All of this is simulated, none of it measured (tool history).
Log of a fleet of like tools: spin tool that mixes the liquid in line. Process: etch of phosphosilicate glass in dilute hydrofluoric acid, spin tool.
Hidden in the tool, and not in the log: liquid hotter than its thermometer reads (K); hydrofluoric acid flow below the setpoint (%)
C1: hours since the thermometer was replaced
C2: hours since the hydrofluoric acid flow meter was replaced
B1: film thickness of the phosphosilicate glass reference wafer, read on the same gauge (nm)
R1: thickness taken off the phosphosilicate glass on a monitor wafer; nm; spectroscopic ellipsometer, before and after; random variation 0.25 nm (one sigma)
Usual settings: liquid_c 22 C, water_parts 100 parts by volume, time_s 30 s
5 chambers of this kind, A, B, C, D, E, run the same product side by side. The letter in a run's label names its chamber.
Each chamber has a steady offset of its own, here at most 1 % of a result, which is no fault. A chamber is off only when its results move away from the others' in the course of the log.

Run 1B, day 0.2: usual settings; C1 849.6; C2 657.2; B1 150. Result: R1 42.802 nm.
Run 2C, day 0.388: usual settings; C1 1892.9; C2 517.9; B1 149.99. Result: R1 43.69 nm.
Run 3E, day 0.571: usual settings; C1 71.8; C2 137.4; B1 149.99. Result: R1 43.102 nm.
Run 4A, day 0.733: usual settings; C1 2054.1; C2 56.8; B1 150.02. Result: R1 43.782 nm.
Run 5D, day 0.904: usual settings; C1 1300.8; C2 1614; B1 149.98. Result: R1 43.588 nm.
Run 6A, day 1.033: usual settings; C1 2061.3; C2 64; B1 149.98. Result: R1 44.259 nm.
Run 7E, day 1.262: usual settings; C1 88.4; C2 154; B1 150. Result: R1 43.746 nm.
Run 8D, day 1.433: usual settings but liquid_c 25.5 C, time_s 15 s; C1 1313.5; C2 1626.7; B1 150.03. Result: R1 24.916 nm.
Run 9C, day 1.617: usual settings but liquid_c 25.5 C, time_s 15 s; C1 1922.4; C2 547.4; B1 150. Result: R1 24.89 nm.
Run 10B, day 1.825: usual settings but liquid_c 25.5 C, time_s 15 s; C1 888.6; C2 696.2; B1 149.99. Result: R1 24.73 nm.
Run 11A, day 1.975: usual settings but liquid_c 25.5 C, time_s 15 s; C1 2083.9; C2 86.6; B1 150.03. Result: R1 25.339 nm.
Run 12E, day 2.129: usual settings but liquid_c 25.5 C, time_s 15 s; C1 109.2; C2 174.8; B1 150. Result: R1 24.999 nm.
Run 13C, day 2.25: usual settings but water_parts 60 parts by volume, time_s 45 s; C1 1937.6; C2 562.6; B1 150. Result: R1 116.38 nm.
Run 14B, day 2.362: usual settings but water_parts 60 parts by volume, time_s 45 s; C1 901.5; C2 709.1; B1 150. Result: R1 112.52 nm.
Run 15D, day 2.496: usual settings but water_parts 60 parts by volume, time_s 45 s; C1 1339; C2 1652.2; B1 149.99. Result: R1 113.74 nm.
Run 16C, day 2.704: usual settings but water_parts 60 parts by volume, time_s 45 s; C1 1948.5; C2 573.5; B1 150.01. Result: R1 115.99 nm.
Run 17E, day 2.871: usual settings but water_parts 60 parts by volume, time_s 45 s; C1 127; C2 192.6; B1 149.99. Result: R1 114.34 nm.
Run 18A, day 3.083: usual settings; C1 2110.5; C2 113.2; B1 150. Result: R1 44.063 nm.
Run 19B, day 3.288: usual settings; C1 923.7; C2 731.3; B1 150.01. Result: R1 42.951 nm.
Run 20D, day 3.508: usual settings; C1 1363.3; C2 1676.5; B1 150.02. Result: R1 43.572 nm.
Run 21E, day 3.712: usual settings; C1 147.2; C2 212.8; B1 150. Result: R1 43.48 nm.
Run 22C, day 3.85: usual settings; C1 1976; C2 601; B1 149.99. Result: R1 43.771 nm.
Run 23B, day 3.962: usual settings; C1 939.9; C2 747.5; B1 150.01. Result: R1 43.336 nm.
Run 24D, day 4.125: usual settings; C1 1378.1; C2 1691.3; B1 150. Result: R1 43.52 nm.
Run 25A, day 4.233: usual settings; C1 2138.1; C2 140.8; B1 149.99. Result: R1 43.922 nm.
At day 4.292: chamber C: thermometer replaced.
Run 26B, day 4.425: usual settings; C1 951; C2 758.6; B1 149.99. Result: R1 43.682 nm.
Run 27D, day 4.571: usual settings; C1 1388.8; C2 1702; B1 150.02. Result: R1 43.219 nm.
Run 28C, day 4.738: usual settings; C1 10.8; C2 622.3; B1 150. Result: R1 43.396 nm.
Run 29E, day 4.842: usual settings; C1 174.3; C2 239.9; B1 150.02. Result: R1 43.736 nm.
Run 30A, day 4.988: usual settings; C1 2156.2; C2 158.9; B1 150.01. Result: R1 43.712 nm.
Run 31A, day 5.212: usual settings; C1 2161.6; C2 164.3; B1 150. Result: R1 43.45 nm.
Run 32C, day 5.317: usual settings; C1 24.7; C2 636.2; B1 150.02. Result: R1 43.427 nm.
Run 33D, day 5.521: usual settings; C1 1411.6; C2 1724.8; B1 150. Result: R1 43.863 nm.
Run 34B, day 5.675: usual settings; C1 981; C2 788.6; B1 149.98. Result: R1 43.226 nm.
Run 35E, day 5.833: usual settings; C1 198.1; C2 263.7; B1 149.99. Result: R1 43.332 nm.
Run 36C, day 5.946: usual settings; C1 39.8; C2 651.3; B1 149.98. Result: R1 43.483 nm.
Run 37E, day 6.121: usual settings; C1 205; C2 270.6; B1 149.99. Result: R1 43.214 nm.
Run 38D, day 6.296: usual settings; C1 1430.2; C2 1743.4; B1 149.97. Result: R1 43.459 nm.
Run 39B, day 6.504: usual settings; C1 1000.9; C2 808.5; B1 149.98. Result: R1 43.31 nm.
Run 40A, day 6.696: usual settings; C1 2197.2; C2 199.9; B1 150.02. Result: R1 43.633 nm.

All 5 chambers run these settings next. Forecast each chamber's results:
Run 41A, day 6.862: usual settings. Result: R1 ?.
Run 41B, day 6.862: usual settings. Result: R1 ?.
Run 41C, day 6.862: usual settings. Result: R1 ?.
Run 41D, day 6.862: usual settings. Result: R1 ?.
Run 41E, day 6.862: usual settings. Result: R1 ?.

run      R1
41A  43.868
41B  43.032
41C  43.708
41D  43.533
41E  43.727
